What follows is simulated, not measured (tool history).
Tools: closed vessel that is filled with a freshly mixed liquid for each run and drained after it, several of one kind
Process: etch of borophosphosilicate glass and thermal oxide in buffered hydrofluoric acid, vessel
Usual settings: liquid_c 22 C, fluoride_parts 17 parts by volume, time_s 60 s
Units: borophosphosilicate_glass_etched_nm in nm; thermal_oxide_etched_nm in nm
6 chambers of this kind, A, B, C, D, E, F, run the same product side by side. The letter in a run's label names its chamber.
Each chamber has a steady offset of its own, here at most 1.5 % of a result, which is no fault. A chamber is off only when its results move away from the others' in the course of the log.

| run | hour | liquid_c | fluoride_parts | time_s | hours since the thermometer was replaced | hours since the hydrofluoric acid flow meter was replaced | read-back film thickness of the borophosphosilicate glass reference wafer, read on the same gauge (nm) | read-back film thickness of the thermal oxide reference wafer, read on the same gauge (nm) | borophosphosilicate_glass_etched_nm | thermal_oxide_etched_nm |
|---|---|---|---|---|---|---|---|---|---|---|
| 1A | 4 | 22 | 17 | 60 | 309.4 | 160.5 | 49.994 | 130 | 39.843 | 38.138 |
| 2B | 7.8 | 22 | 17 | 60 | 2199.7 | 1277.5 | 49.994 | 130.03 | 39.839 | 37.832 |
|  | 9 | chamber F: thermometer replaced |
| 3C | 12.8 | 22 | 17 | 60 | 1329.6 | 57.8 | 49.981 | 129.98 | 39.52 | 37.928 |
| 4E | 16.4 | 22 | 17 | 60 | 700.5 | 534.3 | 50 | 130 | 40.047 | 37.41 |
| 5F | 19 | 22 | 17 | 60 | 10.1 | 346.5 | 50.009 | 130.01 | 39.919 | 37.539 |
| 6D | 22.2 | 22 | 17 | 60 | 2301.4 | 920.3 | 50.014 | 130 | 39.886 | 37.827 |
| 7F | 27.4 | 22 | 17 | 50 | 18.5 | 354.9 | 49.984 | 130.01 | 33.277 | 31.315 |
| 8B | 32.1 | 22 | 17 | 50 | 2224 | 1301.8 | 50.011 | 130.01 | 33.039 | 31.768 |
| 9D | 34.6 | 22 | 17 | 50 | 2313.8 | 932.7 | 50.002 | 130 | 33.264 | 31.619 |
| 10A | 39.6 | 22 | 17 | 50 | 345 | 196.1 | 49.987 | 130 | 33.045 | 31.566 |
| 11E | 42 | 22 | 17 | 50 | 726.1 | 559.9 | 50.005 | 130 | 33.114 | 30.923 |
| 12C | 45.8 | 22 | 17 | 50 | 1362.6 | 90.8 | 49.996 | 130.02 | 33.31 | 31.413 |
| 13D | 50.1 | 22 | 17 | 60 | 2329.3 | 948.2 | 50.016 | 130.01 | 39.87 | 37.952 |
| 14B | 52.8 | 22 | 17 | 60 | 2244.7 | 1322.5 | 49.996 | 130 | 39.392 | 38.042 |
| 15C | 56.5 | 22 | 17 | 60 | 1373.3 | 101.5 | 50.01 | 130.01 | 39.675 | 37.749 |
| 16E | 59.9 | 22 | 20 | 90 | 744 | 577.8 | 50.023 | 130 | 50.339 | 48.604 |
| 17A | 63.1 | 22 | 20 | 90 | 368.5 | 219.6 | 50.004 | 130.01 | 50.829 | 48.48 |
| 18F | 66 | 22 | 20 | 90 | 57.1 | 393.5 | 49.997 | 129.98 | 51.583 | 48.211 |
| 19D | 70 | 22 | 20 | 90 | 2349.2 | 968.1 | 50.002 | 130 | 50.655 | 48.563 |
| 20C | 74.6 | 22 | 20 | 90 | 1391.4 | 119.6 | 50.006 | 130 | 50.955 | 48.178 |
| 21A | 78.1 | 22 | 20 | 90 | 383.5 | 234.6 | 49.986 | 130.01 | 50.789 | 48.403 |
| 22E | 82.7 | 22 | 17 | 60 | 766.8 | 600.6 | 49.988 | 130 | 39.9 | 37.69 |
| 23F | 85.2 | 22 | 17 | 60 | 76.3 | 412.7 | 49.986 | 129.99 | 40.168 | 38.03 |
| 24B | 89.9 | 19 | 14.5 | 60 | 2281.8 | 1359.6 | 49.991 | 129.97 | 39.557 | 37.768 |
| 25B | 93.3 | 19 | 14.5 | 60 | 2285.2 | 1363 | 50.005 | 130.01 | 39.634 | 37.533 |
| 26F | 96.5 | 19 | 14.5 | 60 | 87.6 | 424 | 50.008 | 130.01 | 39.844 | 37.346 |
| 27E | 101.3 | 19 | 14.5 | 60 | 785.4 | 619.2 | 50.015 | 130.01 | 39.478 | 37.317 |
| 28C | 104.5 | 19 | 14.5 | 60 | 1421.3 | 149.5 | 49.998 | 130.02 | 39.801 | 37.897 |
| 29D | 109.2 | 19 | 14.5 | 60 | 2388.4 | 1007.3 | 49.998 | 130 | 39.446 | 38.118 |
| 30A | 112.9 | 18 | 17 | 90 | 418.3 | 269.4 | 50.008 | 129.98 | 47.61 | 45.131 |
|  | 114.5 | chamber B: hydrofluoric acid flow meter replaced |
| 31E | 115.5 | 18 | 17 | 90 | 799.6 | 633.4 | 49.995 | 130.03 | 47.766 | 45.193 |
| 32A | 118.9 | 18 | 17 | 90 | 424.3 | 275.4 | 49.997 | 130 | 47.704 | 45.183 |
| 33F | 123.8 | 18 | 17 | 90 | 114.9 | 451.3 | 50.007 | 130.02 | 48.114 | 45.526 |
| 34C | 126.6 | 18 | 17 | 90 | 1443.4 | 171.6 | 49.99 | 129.98 | 47.471 | 45.068 |
| 35B | 131.7 | 18 | 17 | 90 | 2323.6 | 17.3 | 50 | 130 | 47.679 | 45.214 |
| 36D | 136.6 | 22 | 17 | 60 | 2415.8 | 1034.7 | 50.011 | 130.01 | 39.892 | 38.404 |
| 37A | 139.6 | 22 | 17 | 60 | 445 | 296.1 | 50.004 | 130 | 39.593 | 37.838 |
| 38C | 144.3 | 22 | 17 | 60 | 1461.1 | 189.3 | 50.016 | 130 | 39.856 | 37.737 |
| 39D | 148.1 | 22 | 17 | 60 | 2427.3 | 1046.2 | 50.003 | 129.99 | 39.986 | 37.761 |
| 40E | 152.9 | 22 | 17 | 60 | 837 | 670.8 | 49.996 | 130 | 39.964 | 37.821 |
| 41B | 157.2 | 22 | 17 | 60 | 2349.1 | 42.8 | 50.005 | 130 | 39.18 | 37.448 |

All 6 chambers run these settings next. Forecast each chamber's results:
| 42A | 161 | 22 | 17 | 60 |  |  |  |  | ? | ? |
| 42B | 161 | 22 | 17 | 60 |  |  |  |  | ? | ? |
| 42C | 161 | 22 | 17 | 60 |  |  |  |  | ? | ? |
| 42D | 161 | 22 | 17 | 60 |  |  |  |  | ? | ? |
| 42E | 161 | 22 | 17 | 60 |  |  |  |  | ? | ? |
| 42F | 161 | 22 | 17 | 60 |  |  |  |  | ? | ? |

| run | borophosphosilicate_glass_etched_nm | thermal_oxide_etched_nm |
|---|---|---|
| 42A | 39.72 | 37.583 |
| 42B | 39.551 | 37.254 |
| 42C | 39.81 | 38.099 |
| 42D | 39.638 | 38.458 |
| 42E | 39.699 | 37.504 |
| 42F | 40.237 | 38.036 |
